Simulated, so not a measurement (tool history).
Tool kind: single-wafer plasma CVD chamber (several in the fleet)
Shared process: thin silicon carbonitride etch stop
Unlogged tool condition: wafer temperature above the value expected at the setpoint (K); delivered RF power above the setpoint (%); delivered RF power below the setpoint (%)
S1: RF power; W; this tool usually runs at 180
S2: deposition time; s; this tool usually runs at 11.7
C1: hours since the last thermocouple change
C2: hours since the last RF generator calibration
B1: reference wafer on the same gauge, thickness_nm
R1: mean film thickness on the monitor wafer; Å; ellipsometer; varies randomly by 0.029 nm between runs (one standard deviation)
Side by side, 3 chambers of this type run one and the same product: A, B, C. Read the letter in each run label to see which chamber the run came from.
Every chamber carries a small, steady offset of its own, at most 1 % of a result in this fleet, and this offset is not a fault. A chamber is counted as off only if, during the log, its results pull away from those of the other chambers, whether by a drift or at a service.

run	hour	S1	S2	C1	C2	B1	R1
1A	2.9	180	11.7	533.3	519.0	5.8701	64.414
2B	7.9	180	11.7	336.9	2540.0	5.8783	64.396
3C	11.4	180	11.7	703.7	2564.3	5.8653	64.976
4C	16.2	180	11.7	708.5	2569.1	5.8647	65.137
5A	19.0	180	11.7	549.4	535.1	5.8753	63.884
6B	22.5	180	11.7	351.5	2554.6	5.8677	64.576
7C	26.0	180	11.7	718.3	2578.9	5.8650	64.354
8B	29.1	180	11.7	358.1	2561.2	5.8664	64.782
9A	32.4	180	11.7	562.8	548.5	5.8678	64.269
10C	35.1	180	11.7	727.4	2588.0	5.8698	64.481
11B	39.3	180	11.7	368.3	2571.4	5.8647	64.525
12A	43.3	180	11.7	573.7	559.4	5.8640	63.709
13B	47.4	180	11.7	376.4	2579.5	5.8663	64.382
14C	52.5	180	11.7	744.8	2605.4	5.8641	64.252
15A	55.7	180	11.7	586.1	571.8	5.8683	63.857
16C	59.9	180	11.7	752.2	2612.8	5.8679	64.462
17A	64.5	215	9.7	594.9	580.6	5.8712	55.821
18B	68.6	215	9.7	397.6	2600.7	5.8658	56.728
19C	72.3	215	9.7	764.6	2625.2	5.8729	56.221
20A	76.3	180	11.7	606.7	592.4	5.8709	64.039
21B	79.3	180	11.7	408.3	2611.4	5.8667	64.771
22A	83.7	200	12.4	614.1	599.8	5.8714	70.371
23B	88.8	200	12.4	417.8	2620.9	5.8745	70.486
24C	92.5	200	12.4	784.8	2645.4	5.8756	70.842
25A	97.1	180	11.7	627.5	613.2	5.8651	64.092
26B	101.4	180	11.7	430.4	2633.5	5.8679	65.035
27C	105.2	180	11.7	797.5	2658.1	5.8659	64.295
28B	108.2	180	11.7	437.2	2640.3	5.8709	64.497
29A	112.0	180	11.7	642.4	628.1	5.8683	64.244
30C	116.3	180	11.7	808.6	2669.2	5.8646	64.758
31C	121.5	180	11.7	813.8	2674.4	5.8718	64.627
32B	124.8	150	10.7	453.8	2656.9	5.8635	56.006
33A	127.9	150	10.7	658.3	644.0	5.8706	55.812
34C	132.2	150	10.7	824.5	2685.1	5.8665	56.018
35B	134.6	180	11.7	463.6	2666.7	5.8650	64.530
36A	138.1	180	11.7	668.5	654.2	5.8802	64.143
37B	140.4	180	11.7	469.4	2672.5	5.8739	64.400
38A	143.6	180	11.7	674.0	659.7	5.8668	63.983
39C	147.5	155	10.6	839.8	2700.4	5.8713	56.095
# hour 148.5: chamber C: RF generator calibrated
40B	149.8	155	10.6	478.8	2681.9	5.8722	55.717
41C	152.7	155	10.6	845.0	4.3	5.8658	55.881
42A	157.5	210	11.0	687.9	673.6	5.8694	63.322
43C	161.9	210	11.0	854.2	13.5	5.8668	63.414
44B	167.0	210	11.0	496.0	2699.1	5.8708	63.467

Predict what each chamber gives when all 3 of them run the settings below next.
45A	170.8	180	11.7				?
45B	170.8	180	11.7				?
45C	170.8	180	11.7				?

run	R1
45A	64.475
45B	64.897
45C	64.510

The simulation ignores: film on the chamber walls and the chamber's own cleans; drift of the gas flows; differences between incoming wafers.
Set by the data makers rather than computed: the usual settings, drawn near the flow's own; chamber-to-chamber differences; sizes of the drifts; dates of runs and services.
